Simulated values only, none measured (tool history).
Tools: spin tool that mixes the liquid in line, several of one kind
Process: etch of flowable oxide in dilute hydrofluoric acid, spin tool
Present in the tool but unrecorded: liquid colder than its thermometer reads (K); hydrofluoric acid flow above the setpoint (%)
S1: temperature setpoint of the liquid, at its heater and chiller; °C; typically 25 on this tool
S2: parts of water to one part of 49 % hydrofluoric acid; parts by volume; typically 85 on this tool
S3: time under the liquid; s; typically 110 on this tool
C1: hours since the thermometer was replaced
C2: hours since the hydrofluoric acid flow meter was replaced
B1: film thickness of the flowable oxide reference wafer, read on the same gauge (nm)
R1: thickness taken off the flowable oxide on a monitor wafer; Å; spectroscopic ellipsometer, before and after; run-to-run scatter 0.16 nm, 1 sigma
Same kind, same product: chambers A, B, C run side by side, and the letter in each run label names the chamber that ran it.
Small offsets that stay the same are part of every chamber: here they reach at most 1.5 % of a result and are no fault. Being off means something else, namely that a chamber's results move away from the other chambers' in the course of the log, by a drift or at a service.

run   hour    S1   S2   S3      C1      C2      B1      R1
 1C      4    25   85  110   556.3   671.4  150.02  286.59
 2A    9.7    25   85  110   587.7  1735.3  150.02  280.87
 3B   13.3    25   85  110  1018.2  1081.4  149.99  289.68
 4A     19    25   85  110     597  1744.6     150  284.24
 5B   24.3    25  110  110  1029.2  1092.4  149.99  217.64
 6C     29    25  110  110   581.3   696.4  149.98  213.27
 7B   33.9    25  110  110  1038.8    1102  150.01   219.6
 8A   38.2    25   85  110   616.2  1763.8     150  283.38
      40.8  -- chamber B: thermometer replaced
 9C     44    25   85  110   596.3   711.4     150   288.4
10B   47.3    25   85  110     6.5  1115.4  149.98  291.97
      48.4  -- chamber A: thermometer replaced
11C   52.6    25   85  110   604.9     720  150.01  288.04
12A   56.4    25   85  110       8    1782  150.02  283.51
13A   60.1    25   85  110    11.7  1785.7  149.98  282.04
14C   64.6    25   85  110   616.9     732  150.01  288.52
15B     68    25   85  110    27.2  1136.1  149.99  292.96
16A   74.4    25   85  110      26    1800  149.99  282.93
17B     81    25   85  110    40.2  1149.1     150  292.08
18C   88.2  22.5   85  110   640.5   755.6     150   261.7
19B   92.6  22.5   85  110    51.8  1160.7  149.96  266.57
20C   97.9  22.5   85  110   650.2   765.3     150  257.84
21A  103.1    25   85  110    54.7  1828.7     150   283.3
22A  107.8    25   85  110    59.4  1833.4  149.97  282.71
23C  113.1    25   85  110   665.4   780.5  150.03  286.75
24B  118.5    25   85  110    77.7  1186.6  149.97   295.8
25B  123.3    25   85  110    82.5  1191.4  149.98  296.44

Has any chamber moved away from the others, gradually or after a service, or does the common gauge drift, or do the chambers differ only by their own small steady offsets? State the chamber and the most likely cause if one applies.

Chamber B drifts away from the others.
Likeliest cause: hydrofluoric acid flow above the setpoint (%) = 2.94.

Below are 4 candidate recipes for chamber B's next run, each the usual settings with a change, their results shown as question marks. Which of them brings B's results back in line with what the other chambers give on the usual settings?
In line means no further than this from the other chambers' mean on the usual settings: R1 5.6 Å
26B-1  128.5  25  85  105               ?
26B-2  128.5  23  85  110               ?
26B-3  128.5  25  85  120               ?
26B-4  128.5  25  85  115               ?

What the other chambers average on the usual settings: R1 284.76 Å
  run      R1
26B-1  282.94
26B-2  273.22
26B-3  323.36
26B-4  309.88
Change 26B-1 lands the chamber within the allowed miss of the other chambers.
